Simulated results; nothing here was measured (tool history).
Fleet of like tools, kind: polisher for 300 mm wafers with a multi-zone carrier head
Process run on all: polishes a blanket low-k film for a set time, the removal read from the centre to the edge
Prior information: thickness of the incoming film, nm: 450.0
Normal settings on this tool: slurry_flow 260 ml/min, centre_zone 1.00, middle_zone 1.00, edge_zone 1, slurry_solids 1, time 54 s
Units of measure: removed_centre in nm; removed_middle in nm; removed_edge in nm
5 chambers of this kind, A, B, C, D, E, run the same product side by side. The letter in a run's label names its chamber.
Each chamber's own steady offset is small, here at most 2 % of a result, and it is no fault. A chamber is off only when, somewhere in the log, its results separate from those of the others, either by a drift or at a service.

run   hour  slurry_flow  centre_zone  middle_zone  edge_zone  slurry_solids  time  removed_centre  removed_middle  removed_edge
 1C    9.4          260         1.00         1.00          1              1    54          14.812          14.923        14.539
 2D   18.3          260         1.00         1.00          1              1    54          14.419          14.824        15.206
      20.6  -- chamber D: edge zone pressure recalibrated
      27.6  -- chamber E: edge zone pressure recalibrated
      29.1  -- chamber C: slurry nozzle cleaned
 3E   31.4          260         1.00         1.00          1              1    54          14.606          15.008        14.863
 4A   42.2          260         1.00         1.00          1              1    54          14.743          14.901        14.674
      54.6  -- chamber C: worn pad replaced by a new one
 5B   54.9          260         1.00         1.04          1              1    46          12.573          13.086        12.716
      57.9  -- chamber E: worn pad replaced by a new one
      60.1  -- chamber B: worn pad replaced by a new one
 6C   66.6          260         1.00         1.04          1              1    46          12.753          13.100        12.566
      72.6  -- chamber D: worn pad replaced by a new one
      76.3  -- chamber A: slurry nozzle cleaned
      77.1  -- chamber A: worn pad replaced by a new one
 7D   77.5          260         1.00         1.04          1              1    46          12.432          13.162        12.882
 8B   87.9          260         1.00         1.04          1              1    46          12.635          12.833        12.667
 9E   94.4          260         1.00         1.04          1              1    46          12.569          13.265        12.703
10A  103.8          260         1.00         1.00          1              1    54          14.920          14.663        14.419
11A  114.6          260         1.00         1.00          1              1    54          14.893          15.246        14.624
12C  121.4          260         1.00         1.00          1              1    54          14.988          14.725        14.712
13D  127.9          260         1.00         1.00          1              1    54          14.718          14.501        14.911
     129.8  -- chamber B: slurry nozzle cleaned
14E  140.7          260         1.00         1.00          1              1    54          14.748          15.160        14.627
     141.5  -- chamber E: worn pad replaced by a new one
     143.6  -- chamber C: worn pad replaced by a new one
     146.5  -- chamber D: worn pad replaced by a new one
15B  147.0          260         1.09         1.00          1              1    54          16.503          14.852        14.973
16B  158.2          260         1.09         1.00          1              1    54          16.091          15.012        14.619
     166.0  -- chamber A: worn pad replaced by a new one
17E  170.2          260         1.09         1.00          1              1    54          16.196          15.204        14.767
18C  176.4          260         1.09         1.00          1              1    54          16.416          14.726        14.669
19A  182.9          260         1.09         1.00          1              1    54          16.069          14.529        14.872
20D  194.5          260         1.00         1.00          1              1    54          14.466          14.917        14.793
     198.0  -- chamber B: worn pad replaced by a new one
21D  202.2          260         1.00         1.00          1              1    54          14.834          14.806        15.052
22B  210.8          260         1.00         1.00          1              1    54          14.787          15.313        14.832
     218.5  -- chamber E: worn pad replaced by a new one
23E  219.6          260         1.00         1.00          1              1    54          14.699          15.016        14.604
24A  229.9          260         1.00         1.00          1              1    54          14.941          14.647        14.790
     230.7  -- chamber D: worn pad replaced by a new one
     232.0  -- chamber C: worn pad replaced by a new one
25C  237.3          260         1.00         1.00          1              1    54          15.084          14.801        14.850
     240.2  -- chamber A: worn pad replaced by a new one
26A  244.7          260         1.00         1.00          1              1    54          14.730          14.918        14.784
27D  251.0          260         1.00         1.00          1              1    54          14.735          14.917        14.875
28E  262.6          260         1.00         1.00          1              1    54          14.987          14.881        14.764
29C  271.0          260         1.00         1.00          1              1    54          14.946          14.514        14.537
30B  278.8          260         1.00         1.00          1              1    54          14.896          14.979        14.798
31C  291.3          260         1.00         1.00          1              1    54          15.211          14.696        14.749
     292.3  -- chamber C: centre zone pressure recalibrated
     299.4  -- chamber E: worn pad replaced by a new one
32D  299.9          260         1.00         1.00          1              1    54          14.757          15.152        15.021
33B  307.7          260         1.00         1.00          1              1    54          14.706          14.849        14.796
     317.9  -- chamber D: worn pad replaced by a new one
34E  320.7          260         1.00         1.00          1              1    54          14.787          14.875        14.821
     320.9  -- chamber A: worn pad replaced by a new one
     326.0  -- chamber B: worn pad replaced by a new one
35A  332.2          260         1.00         1.00          1              1    54          14.875          14.569        14.813
36C  344.9          260         1.00         1.00          1              1    54          15.100          14.769        14.556
     352.7  -- chamber A: slurry nozzle cleaned
     354.2  -- chamber E: slurry nozzle cleaned
37A  355.4          260         1.00         1.00          1              1    54          15.123          14.672        14.554
38E  368.0          260         1.00         1.00          1              1    54          14.648          15.063        14.546
39D  378.5          260         1.00         1.00          1              1    54          14.544          14.710        15.037
40B  386.4          260         1.00         1.00          1              1    54          14.804          14.944        14.927

Which is it: a chamber that has drifted or been left off by a service, a gauge drift common to all chambers, or only each chamber's usual small offset? If a chamber is off, name it and its likeliest cause.

No chamber is off and the gauge is stable; the differences are just each chamber's small, constant offset.

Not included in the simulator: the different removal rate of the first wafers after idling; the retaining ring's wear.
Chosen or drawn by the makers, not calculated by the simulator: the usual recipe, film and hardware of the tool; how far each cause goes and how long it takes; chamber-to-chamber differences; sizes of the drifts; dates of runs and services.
